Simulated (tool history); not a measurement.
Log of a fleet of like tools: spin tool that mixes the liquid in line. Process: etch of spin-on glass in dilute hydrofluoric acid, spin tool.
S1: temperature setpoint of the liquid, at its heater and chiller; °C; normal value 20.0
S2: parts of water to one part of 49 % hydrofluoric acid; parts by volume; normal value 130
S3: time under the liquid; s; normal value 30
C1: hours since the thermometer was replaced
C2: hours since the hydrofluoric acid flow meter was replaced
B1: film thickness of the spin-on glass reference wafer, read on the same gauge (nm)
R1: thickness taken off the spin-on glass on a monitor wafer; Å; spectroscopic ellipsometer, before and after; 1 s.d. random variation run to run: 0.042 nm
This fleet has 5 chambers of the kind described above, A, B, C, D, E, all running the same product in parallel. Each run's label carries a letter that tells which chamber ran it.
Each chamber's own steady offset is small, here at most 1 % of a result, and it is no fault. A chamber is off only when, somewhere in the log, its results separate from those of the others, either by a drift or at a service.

run	hour	S1	S2	S3	C1	C2	B1	R1
1C	11.8	20.0	130	30	1688.6	514.2	39.999	109.160
2D	22.8	20.0	130	30	620.0	314.1	39.982	109.260
3A	31.8	20.0	130	30	288.5	1263.4	39.989	109.160
4E	43.9	20.0	130	30	2381.2	115.1	40.012	109.180
5B	51.5	20.0	130	40	205.2	1296.1	40.005	145.430
6C	60.1	20.0	130	40	1736.9	562.5	39.969	145.270
7D	67.5	20.0	130	40	664.7	358.8	40.030	145.830
# hour 74.4: chamber C: hydrofluoric acid flow meter replaced
8E	78.7	20.0	130	40	2416.0	149.9	39.992	145.400
9A	87.5	20.0	130	40	344.2	1319.1	40.030	143.410
10B	96.1	20.0	130	30	249.8	1340.7	40.013	108.550
11B	102.2	20.0	130	30	255.9	1346.8	39.961	109.730
12A	110.8	20.0	130	30	367.5	1342.4	39.991	107.380
13E	120.3	20.0	130	30	2457.6	191.5	40.005	109.410
14D	129.4	20.0	185	30	726.6	420.7	40.012	72.472
15C	140.0	20.0	185	30	1816.8	65.6	40.011	71.915
16A	152.1	20.0	185	30	408.8	1383.7	40.007	70.570
17E	159.4	20.0	185	30	2496.7	230.6	39.974	71.551
18C	166.9	20.0	185	30	1843.7	92.5	39.999	72.549
19B	172.4	20.0	130	30	326.1	1417.0	39.988	109.060
20D	179.1	20.0	130	30	776.3	470.4	39.975	110.330
21C	185.1	24.5	130	30	1861.9	110.7	40.046	130.400
22B	193.4	24.5	130	30	347.1	1438.0	40.000	130.540
23E	202.5	24.5	130	30	2539.8	273.7	40.006	130.310
24A	209.8	24.5	130	30	466.5	1441.4	40.022	127.130
25D	220.2	24.5	130	30	817.4	511.5	39.989	131.650
26C	227.0	20.0	130	30	1903.8	152.6	39.985	108.440
27D	233.8	20.0	130	30	831.0	525.1	40.009	110.190
28E	245.8	20.0	130	15	2583.1	317.0	40.041	54.826
29B	254.3	20.0	130	15	408.0	1498.9	39.956	55.120
30A	266.3	20.0	130	15	523.0	1497.9	39.965	52.499
31B	272.0	20.0	130	15	425.7	1516.6	40.014	54.640
32E	284.3	20.0	130	15	2621.6	355.5	40.001	54.443
33D	291.3	20.0	130	30	888.5	582.6	40.014	109.310

All 5 chambers run these settings next. Forecast each chamber's results:
34A	300.3	20.0	130	30				?
34B	300.3	20.0	130	30				?
34C	300.3	20.0	130	30				?
34D	300.3	20.0	130	30				?
34E	300.3	20.0	130	30				?

run	R1
34A	106.230
34B	109.880
34C	108.990
34D	110.170
34E	108.960
